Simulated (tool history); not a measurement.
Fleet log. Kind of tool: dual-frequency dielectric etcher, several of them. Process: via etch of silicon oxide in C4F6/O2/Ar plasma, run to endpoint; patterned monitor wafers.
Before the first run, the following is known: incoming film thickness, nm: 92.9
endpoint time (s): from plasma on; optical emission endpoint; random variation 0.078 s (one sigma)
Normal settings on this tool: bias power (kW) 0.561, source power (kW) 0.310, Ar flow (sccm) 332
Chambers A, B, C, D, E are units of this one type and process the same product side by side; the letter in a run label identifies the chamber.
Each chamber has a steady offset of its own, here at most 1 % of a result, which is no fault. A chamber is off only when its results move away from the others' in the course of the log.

| run | hour | bias power (kW) | source power (kW) | Ar flow (sccm) | endpoint time (s) |
|---|---|---|---|---|---|
| 1B | 11.0 | 0.561 | 0.310 | 332 | 21.721 |
| 2E | 16.6 | 0.561 | 0.310 | 332 | 21.619 |
|  | 27.0 | chamber B: wet clean of the chamber |
| 3C | 28.7 | 0.561 | 0.310 | 332 | 21.733 |
| 4D | 37.1 | 0.561 | 0.310 | 332 | 21.555 |
| 5A | 48.9 | 0.561 | 0.310 | 332 | 21.769 |
| 6A | 58.0 | 0.561 | 0.310 | 393 | 22.251 |
| 7E | 67.1 | 0.561 | 0.310 | 393 | 22.079 |
| 8B | 78.2 | 0.561 | 0.310 | 393 | 22.117 |
| 9C | 84.5 | 0.561 | 0.310 | 393 | 22.200 |
| 10D | 91.9 | 0.561 | 0.310 | 393 | 21.944 |
| 11C | 98.1 | 0.481 | 0.310 | 332 | 23.196 |
| 12A | 107.0 | 0.481 | 0.310 | 332 | 23.206 |
|  | 110.7 | chamber D: wet clean of the chamber |
| 13B | 116.5 | 0.481 | 0.310 | 332 | 23.011 |
| 14D | 124.0 | 0.481 | 0.310 | 332 | 22.859 |
| 15E | 131.9 | 0.481 | 0.310 | 332 | 23.063 |
| 16B | 141.7 | 0.561 | 0.310 | 332 | 21.778 |
| 17A | 150.5 | 0.561 | 0.310 | 332 | 21.827 |
| 18D | 160.5 | 0.561 | 0.310 | 332 | 21.504 |
|  | 164.0 | chamber C: Ar flow controller replaced |
| 19C | 169.3 | 0.561 | 0.310 | 332 | 21.740 |
| 20E | 177.2 | 0.561 | 0.310 | 332 | 21.718 |
| 21B | 186.8 | 0.561 | 0.310 | 375 | 22.170 |
| 22E | 192.4 | 0.561 | 0.310 | 375 | 21.993 |
| 23C | 203.7 | 0.561 | 0.310 | 375 | 22.095 |
| 24A | 211.9 | 0.561 | 0.310 | 375 | 22.212 |
| 25D | 217.7 | 0.561 | 0.310 | 375 | 21.884 |
| 26C | 227.0 | 0.561 | 0.310 | 332 | 21.723 |
| 27E | 234.1 | 0.561 | 0.310 | 332 | 21.726 |
| 28A | 243.4 | 0.561 | 0.310 | 332 | 21.701 |
| 29D | 255.0 | 0.561 | 0.250 | 332 | 23.385 |
| 30B | 265.1 | 0.561 | 0.250 | 332 | 23.590 |
| 31A | 271.7 | 0.561 | 0.250 | 332 | 23.565 |
| 32C | 277.1 | 0.561 | 0.250 | 332 | 23.596 |
| 33D | 286.0 | 0.561 | 0.250 | 332 | 23.465 |
| 34E | 295.8 | 0.682 | 0.310 | 332 | 20.218 |
| 35B | 301.4 | 0.682 | 0.310 | 332 | 20.100 |

Is one chamber off against the others, does the gauge drift, or is nothing wrong? If a chamber is off, say which, and what the likeliest cause is.

The fleet is healthy, with each chamber sitting at its usual small offset and no drift in the gauge.
